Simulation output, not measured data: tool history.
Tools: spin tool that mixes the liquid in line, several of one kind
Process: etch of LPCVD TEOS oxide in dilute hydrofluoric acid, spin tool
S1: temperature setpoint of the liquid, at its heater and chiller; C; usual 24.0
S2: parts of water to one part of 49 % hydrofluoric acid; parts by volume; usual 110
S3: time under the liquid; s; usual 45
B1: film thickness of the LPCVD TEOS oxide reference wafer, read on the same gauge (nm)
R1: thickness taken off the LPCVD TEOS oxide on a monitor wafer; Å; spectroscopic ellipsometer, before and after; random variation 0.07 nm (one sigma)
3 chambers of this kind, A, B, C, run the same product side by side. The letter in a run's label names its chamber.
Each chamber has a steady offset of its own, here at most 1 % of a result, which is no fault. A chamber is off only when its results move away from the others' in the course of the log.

Run 1C, hour 4.7: usual settings; B1 99.982. Result: R1 76.020 Å.
Run 2A, hour 8.4: usual settings; B1 99.982. Result: R1 73.923 Å.
At hour 12.7: chamber C: hydrofluoric acid flow meter replaced.
Run 3B, hour 12.8: usual settings; B1 100.000. Result: R1 75.836 Å.
Run 4C, hour 17.5: usual settings; B1 100.000. Result: R1 77.339 Å.
Run 5B, hour 20.3: usual settings; B1 100.000. Result: R1 78.660 Å.
Run 6A, hour 23.8: usual settings but S2 140 parts by volume, S3 70 s; B1 100.010. Result: R1 89.231 Å.
Run 7C, hour 27.9: usual settings but S2 140 parts by volume, S3 70 s; B1 100.010. Result: R1 90.166 Å.
Run 8B, hour 32.4: usual settings but S2 140 parts by volume, S3 70 s; B1 100.000. Result: R1 91.410 Å.
Run 9A, hour 35.0: usual settings but S2 90 parts by volume; B1 100.020. Result: R1 95.459 Å.
Run 10A, hour 38.5: usual settings but S2 90 parts by volume; B1 99.995. Result: R1 95.537 Å.
Run 11C, hour 42.7: usual settings but S2 90 parts by volume; B1 99.993. Result: R1 94.977 Å.
Run 12B, hour 45.6: usual settings; B1 99.992. Result: R1 76.735 Å.
Run 13B, hour 48.3: usual settings; B1 100.020. Result: R1 75.637 Å.
Run 14A, hour 51.8: usual settings; B1 99.998. Result: R1 76.571 Å.
Run 15C, hour 54.7: usual settings but S1 29.0 C, S2 160 parts by volume; B1 100.010. Result: R1 58.626 Å.
Run 16A, hour 60.0: usual settings but S1 29.0 C, S2 160 parts by volume; B1 100.000. Result: R1 59.242 Å.
Run 17B, hour 63.7: usual settings but S1 29.0 C, S2 160 parts by volume; B1 99.998. Result: R1 60.237 Å.
Run 18C, hour 66.1: usual settings; B1 100.010. Result: R1 76.858 Å.
Run 19B, hour 71.2: usual settings; B1 99.978. Result: R1 75.813 Å.
Run 20A, hour 73.7: usual settings; B1 100.000. Result: R1 76.405 Å.
Run 21C, hour 78.4: usual settings; B1 99.994. Result: R1 75.884 Å.
Run 22B, hour 81.2: usual settings; B1 100.000. Result: R1 74.890 Å.
Run 23A, hour 84.5: usual settings; B1 99.999. Result: R1 75.826 Å.
Run 24C, hour 88.8: usual settings; B1 100.010. Result: R1 75.924 Å.
Run 25A, hour 92.7: usual settings; B1 99.999. Result: R1 76.112 Å.
Run 26C, hour 95.8: usual settings; B1 99.988. Result: R1 76.258 Å.
Run 27B, hour 99.3: usual settings; B1 99.993. Result: R1 75.267 Å.
Run 28C, hour 104.4: usual settings; B1 99.995. Result: R1 75.569 Å.
Run 29B, hour 108.0: usual settings; B1 99.991. Result: R1 74.578 Å.
Run 30A, hour 113.0: usual settings but S1 26.5 C, S3 25 s; B1 99.993. Result: R1 46.135 Å.
Run 31C, hour 117.4: usual settings but S1 26.5 C, S3 25 s; B1 99.996. Result: R1 46.417 Å.
Run 32A, hour 122.0: usual settings but S1 26.5 C, S3 25 s; B1 100.000. Result: R1 46.653 Å.
Run 33B, hour 126.0: usual settings but S1 28.0 C, S3 65 s; B1 99.994. Result: R1 124.000 Å.
Run 34C, hour 129.7: usual settings but S1 28.0 C, S3 65 s; B1 100.000. Result: R1 129.320 Å.
Run 35A, hour 134.4: usual settings but S1 28.0 C, S3 65 s; B1 100.010. Result: R1 128.960 Å.
Run 36B, hour 136.7: usual settings; B1 99.989. Result: R1 73.141 Å.
Run 37C, hour 141.8: usual settings; B1 99.999. Result: R1 75.725 Å.
Run 38B, hour 145.6: usual settings; B1 100.010. Result: R1 73.779 Å.
Run 39A, hour 149.8: usual settings; B1 100.000. Result: R1 74.354 Å.
Run 40C, hour 153.8: usual settings but S1 28.5 C; B1 100.010. Result: R1 91.257 Å.
Run 41B, hour 157.1: usual settings but S1 28.5 C; B1 100.010. Result: R1 85.876 Å.

Is one chamber off against the others, does the gauge drift, or is nothing wrong? If a chamber is off, say which, and what the likeliest cause is.

Chamber B drifts away from the others.
Cause: liquid colder than its thermometer reads (K) = 1.49.
The log may not tell that from: hydrofluoric acid flow below the setpoint (%).

Here are 4 candidates for chamber B's next run, each the usual settings with a change, their results left as question marks. Which one brings its results back in line with what the others give on the usual settings?
In line means no further than this from the other chambers' mean on the usual settings: R1 2.400 Å
Run 42B-1, hour 161.0: usual settings but S2 105 parts by volume. Result: R1 ?.
Run 42B-2, hour 161.0: usual settings but S1 21.5 C. Result: R1 ?.
Run 42B-3, hour 161.0: usual settings but S3 50 s. Result: R1 ?.
Run 42B-4, hour 161.0: usual settings but S2 115 parts by volume. Result: R1 ?.

The other chambers' mean on the usual settings: R1 75.947 Å
  run      R1
42B-1  77.096
42B-2  66.132
42B-3  81.277
42B-4  69.551
42B-1 brings the chamber back in line.
